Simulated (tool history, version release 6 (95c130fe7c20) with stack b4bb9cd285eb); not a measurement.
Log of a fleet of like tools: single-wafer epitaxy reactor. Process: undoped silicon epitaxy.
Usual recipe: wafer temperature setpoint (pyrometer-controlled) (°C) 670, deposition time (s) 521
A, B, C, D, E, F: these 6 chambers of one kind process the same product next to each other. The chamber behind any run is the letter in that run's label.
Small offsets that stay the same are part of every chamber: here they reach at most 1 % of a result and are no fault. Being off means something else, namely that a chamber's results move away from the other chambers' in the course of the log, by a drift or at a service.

run,day,wafer temperature setpoint (pyrometer-controlled) (°C),deposition time (s),hours since the last pyrometer calibration,"read-back reference wafer on the same gauge, thickness_nm",mean film thickness on the monitor wafer (nm)
1D,0.446,670,521,774.7,147,132.98
# day 0.592: chamber A: pyrometer calibrated
2C,0.742,670,521,619.6,147.09,133.29
3F,1.196,670,521,1799.2,147.1,134.12
4A,1.658,670,521,25.6,146.93,133.95
5B,2.088,670,521,1189.8,147,133.92
6E,2.508,670,521,1705.1,147.02,133.18
7A,2.779,670,521,52.5,147.02,134.36
8C,3.046,670,521,674.9,147,133.68
9D,3.312,670,521,843.5,147.12,133.59
10B,3.733,670,521,1229.3,146.95,133.66
11E,4.062,670,521,1742.4,146.99,133.87
12F,4.296,670,521,1873.6,146.89,134.53
13C,4.729,670,521,715.3,147.04,133.41
14A,5.054,670,521,107.1,147,133.64
15F,5.317,670,521,1898.1,146.99,134.57
16D,5.625,670,521,899,146.97,133.49
17B,6.054,670,521,1285,146.94,133.49
18E,6.5,670,521,1800.9,146.93,133.96
19F,6.879,670,599,1935.6,146.98,154.84
20B,7.192,670,599,1312.3,146.94,154.21
21D,7.496,670,599,943.9,146.91,153.28
22A,7.812,670,599,173.3,146.96,154.26
23C,8.212,670,599,798.9,147.01,152.76
24E,8.7,670,599,1853.7,146.89,152.66
# day 8.8: chamber B: pyrometer calibrated
25D,9.046,670,521,981.1,146.98,133.71
26C,9.346,670,521,826.1,146.97,133.35
27E,9.742,670,521,1878.7,146.98,133.16
# day 9.917: chamber F: pyrometer calibrated
28A,10.204,670,521,230.7,147.03,133.93
29B,10.671,670,521,45,146.94,133.78
30F,10.929,679,609,24.4,147.01,188.92
31F,11.192,679,609,30.7,146.91,188.76
32D,11.558,679,609,1041.4,147.07,186.68
33C,12.033,679,609,890.6,146.93,189.21
34B,12.325,679,609,84.7,147.03,188.5
35E,12.717,679,609,1950.1,147.07,188.22
36A,13.196,670,521,302.5,147.05,134.05
37A,13.662,670,521,313.7,147.04,133.9

All chambers now run identical settings, listed one chamber a line with results as question marks. What results will each chamber show?
38A,14.017,670,521,,,?
38B,14.017,670,521,,,?
38C,14.017,670,521,,,?
38D,14.017,670,521,,,?
38E,14.017,670,521,,,?
38F,14.017,670,521,,,?

run,mean film thickness on the monitor wafer (nm)
38A,134.16
38B,133.47
38C,133.6
38D,132.75
38E,133.17
38F,134.05
